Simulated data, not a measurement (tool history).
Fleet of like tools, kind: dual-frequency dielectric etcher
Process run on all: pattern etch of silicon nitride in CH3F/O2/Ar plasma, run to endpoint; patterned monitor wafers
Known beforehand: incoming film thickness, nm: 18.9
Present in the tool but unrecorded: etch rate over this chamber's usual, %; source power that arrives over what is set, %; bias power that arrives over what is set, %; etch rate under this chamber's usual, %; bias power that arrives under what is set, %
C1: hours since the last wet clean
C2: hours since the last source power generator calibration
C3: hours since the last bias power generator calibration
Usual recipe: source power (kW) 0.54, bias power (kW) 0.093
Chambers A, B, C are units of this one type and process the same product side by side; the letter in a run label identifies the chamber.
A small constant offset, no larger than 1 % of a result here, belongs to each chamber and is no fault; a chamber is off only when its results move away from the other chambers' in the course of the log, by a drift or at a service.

Run 1C, hour 15: usual settings; C1 461; C2 2107.7; C3 3731.8. Result: endpoint time (s) 22.331.
Run 2A, hour 27.4: usual settings; C1 325.2; C2 1296.7; C3 1070.4. Result: endpoint time (s) 22.505.
Run 3B, hour 38.4: usual settings; C1 194.1; C2 2251.6; C3 5108.7. Result: endpoint time (s) 22.188.
At hour 43.8: chamber C: bias power generator calibrated.
Run 4C, hour 48.9: usual settings; C1 494.9; C2 2141.6; C3 5.2. Result: endpoint time (s) 22.37.
Run 5B, hour 57.1: usual settings; C1 212.8; C2 2270.3; C3 5127.4. Result: endpoint time (s) 22.213.
Run 6A, hour 65.3: usual settings but source power (kW) 0.66, bias power (kW) 0.077; C1 363.1; C2 1334.6; C3 1108.3. Result: endpoint time (s) 22.173.
Run 7C, hour 74.3: usual settings but source power (kW) 0.66, bias power (kW) 0.077; C1 520.3; C2 2167; C3 30.6. Result: endpoint time (s) 22.248.
Run 8B, hour 86.2: usual settings but source power (kW) 0.66, bias power (kW) 0.077; C1 241.9; C2 2299.4; C3 5156.5. Result: endpoint time (s) 22.104.
Run 9A, hour 99.9: usual settings; C1 397.7; C2 1369.2; C3 1142.9. Result: endpoint time (s) 22.47.
Run 10B, hour 109.7: usual settings; C1 265.4; C2 2322.9; C3 5180. Result: endpoint time (s) 22.397.
Run 11C, hour 124: usual settings; C1 570; C2 2216.7; C3 80.3. Result: endpoint time (s) 22.186.
At hour 132.2: chamber C: wet clean of the chamber.
Run 12A, hour 136.4: usual settings; C1 434.2; C2 1405.7; C3 1179.4. Result: endpoint time (s) 22.423.
Run 13A, hour 148.7: usual settings; C1 446.5; C2 1418; C3 1191.7. Result: endpoint time (s) 22.502.
Run 14B, hour 155.9: usual settings but source power (kW) 0.66, bias power (kW) 0.083; C1 311.6; C2 2369.1; C3 5226.2. Result: endpoint time (s) 21.702.
Run 15C, hour 171: usual settings but source power (kW) 0.66, bias power (kW) 0.083; C1 38.8; C2 2263.7; C3 127.3. Result: endpoint time (s) 21.521.
Run 16A, hour 183.9: usual settings but source power (kW) 0.66, bias power (kW) 0.083; C1 481.7; C2 1453.2; C3 1226.9. Result: endpoint time (s) 21.6.
At hour 189.3: chamber A: wet clean of the chamber.
Run 17C, hour 195.1: usual settings; C1 62.9; C2 2287.8; C3 151.4. Result: endpoint time (s) 22.296.
Run 18B, hour 203.4: usual settings; C1 359.1; C2 2416.6; C3 5273.7. Result: endpoint time (s) 22.721.
Run 19A, hour 211.7: usual settings; C1 22.4; C2 1481; C3 1254.7. Result: endpoint time (s) 22.25.
Run 20C, hour 223: usual settings; C1 90.8; C2 2315.7; C3 179.3. Result: endpoint time (s) 22.295.
Run 21B, hour 229.9: usual settings; C1 385.6; C2 2443.1; C3 5300.2. Result: endpoint time (s) 22.815.
Run 22A, hour 239.2: usual settings; C1 49.9; C2 1508.5; C3 1282.2. Result: endpoint time (s) 22.274.
Run 23B, hour 251.7: usual settings; C1 407.4; C2 2464.9; C3 5322. Result: endpoint time (s) 23.068.
Run 24C, hour 258.5: usual settings; C1 126.3; C2 2351.2; C3 214.8. Result: endpoint time (s) 22.312.
Run 25A, hour 272.6: usual settings; C1 83.3; C2 1541.9; C3 1315.6. Result: endpoint time (s) 22.405.
Run 26C, hour 279.7: usual settings; C1 147.5; C2 2372.4; C3 236. Result: endpoint time (s) 22.291.
Run 27B, hour 289.5: usual settings; C1 445.2; C2 2502.7; C3 5359.8. Result: endpoint time (s) 23.11.
Run 28A, hour 305: usual settings but source power (kW) 0.44, bias power (kW) 0.102; C1 115.7; C2 1574.3; C3 1348. Result: endpoint time (s) 23.426.
Run 29C, hour 314: usual settings but source power (kW) 0.44, bias power (kW) 0.102; C1 181.8; C2 2406.7; C3 270.3. Result: endpoint time (s) 23.145.
Run 30B, hour 321.4: usual settings but source power (kW) 0.44, bias power (kW) 0.102; C1 477.1; C2 2534.6; C3 5391.7. Result: endpoint time (s) 24.109.
Run 31C, hour 334.8: usual settings; C1 202.6; C2 2427.5; C3 291.1. Result: endpoint time (s) 22.516.
Run 32B, hour 350.4: usual settings; C1 506.1; C2 2563.6; C3 5420.7. Result: endpoint time (s) 23.307.

All chambers now run identical settings, listed one chamber a line with results as question marks. What results will each chamber show?
Run 33A, hour 361.5: usual settings. Result: endpoint time (s) ?.
Run 33B, hour 361.5: usual settings. Result: endpoint time (s) ?.
Run 33C, hour 361.5: usual settings. Result: endpoint time (s) ?.

run  endpoint time (s)
33A             22.517
33B             23.427
33C             22.445
